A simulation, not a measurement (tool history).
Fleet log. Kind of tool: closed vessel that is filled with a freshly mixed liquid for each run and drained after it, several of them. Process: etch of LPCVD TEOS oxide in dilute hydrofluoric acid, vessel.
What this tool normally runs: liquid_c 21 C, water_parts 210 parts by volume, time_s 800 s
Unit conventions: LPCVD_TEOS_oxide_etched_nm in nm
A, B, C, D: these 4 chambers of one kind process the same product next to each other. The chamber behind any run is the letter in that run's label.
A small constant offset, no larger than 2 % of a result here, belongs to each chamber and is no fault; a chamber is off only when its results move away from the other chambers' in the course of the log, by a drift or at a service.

run   hour  liquid_c  water_parts  time_s  read-back film thickness of the LPCVD TEOS oxide reference wafer, read on the same gauge (nm)  LPCVD_TEOS_oxide_etched_nm
 1A    8.8        21          210     800                                                                                         59.997                      58.766
 2D   15.1        21          210     800                                                                                         59.975                       58.01
 3B   19.6        21          210     800                                                                                         60.013                      58.205
 4C     25        21          210     800                                                                                         59.988                      58.002
 5C   29.7        21          210     800                                                                                         59.999                      58.369
 6B   38.5        21          210     800                                                                                             60                      58.616
 7D   43.1        21          210     800                                                                                         59.973                      58.242
 8A     48        21          155     800                                                                                         60.012                      83.296
 9C   56.6        21          155     800                                                                                         60.001                      83.139
10A   62.1        21          155     800                                                                                         60.008                      83.484
11B   69.5        21          155     800                                                                                         59.976                      83.982
12D     74        21          210     800                                                                                         59.956                      57.092
13D   78.5        21          210     800                                                                                         60.006                      57.892
14B   85.4        21          210     800                                                                                         60.017                      58.087
15C   89.4        21          210    1120                                                                                         59.974                       83.13
16A   95.6        21          210    1120                                                                                         60.011                      82.959
17B    103        21          210    1120                                                                                         60.019                       81.67
18A  111.6        21          210    1120                                                                                         59.991                      81.769
19D  119.4      17.5          310     800                                                                                         60.004                      31.461
20C  125.5      17.5          310     800                                                                                         60.017                      31.996
21A  131.1      17.5          310     800                                                                                         60.008                      32.001
22C    136      17.5          310     800                                                                                         60.016                      32.679
23D  143.2        21          210     800                                                                                         60.022                       58.23
24B  148.5        21          210     800                                                                                         59.999                      57.561
25C  156.3        21          210     800                                                                                          59.99                      61.447
26A    162        21          210     800                                                                                         59.979                      57.605
27B  166.8        21          210     800                                                                                         60.005                      57.242
28D  173.6        21          210     800                                                                                         60.004                      57.528
29A  178.8      24.5          210     800                                                                                         60.012                      66.988
30D  184.4      24.5          210     800                                                                                         59.991                      65.408
31B  190.1      24.5          210     800                                                                                         59.977                      66.268
32C  195.3      24.5          210     800                                                                                         59.989                      70.766

Decide between three cases: one chamber stands off from its peers, the gauge reading all wafers drifts, or nothing is wrong past each chamber's small offset. Where a chamber is off, say which and what most likely put it there.

One chamber, C, drifts off from the rest bit by bit.
Likeliest cause: liquid hotter than its thermometer reads (K) = 1.72.
Not necessarily distinguishable in this log from: hydrofluoric acid flow above the setpoint (%).

Chamber C could run next with any of the 4 candidate recipes listed below; each alters the usual settings, and their results appear as question marks. Which one brings its results back in line with what the other chambers deliver on the usual settings?
Counts as in line when no further than this from what the other chambers average on the usual settings: LPCVD_TEOS_oxide_etched_nm 1.5 nm
33C-1  201.8        21          210     755                                                                                                                          ?
33C-2  201.8        21          210     815                                                                                                                          ?
33C-3  201.8        21          210     790                                                                                                                          ?
33C-4  201.8        21          205     825                                                                                                                          ?

The other chambers' mean on the usual settings: LPCVD_TEOS_oxide_etched_nm 58.239 nm
  run  LPCVD_TEOS_oxide_etched_nm
33C-1                       58.54
33C-2                      63.192
33C-3                      61.254
33C-4                       65.86
With 33C-1, the chamber falls back in line with the rest.

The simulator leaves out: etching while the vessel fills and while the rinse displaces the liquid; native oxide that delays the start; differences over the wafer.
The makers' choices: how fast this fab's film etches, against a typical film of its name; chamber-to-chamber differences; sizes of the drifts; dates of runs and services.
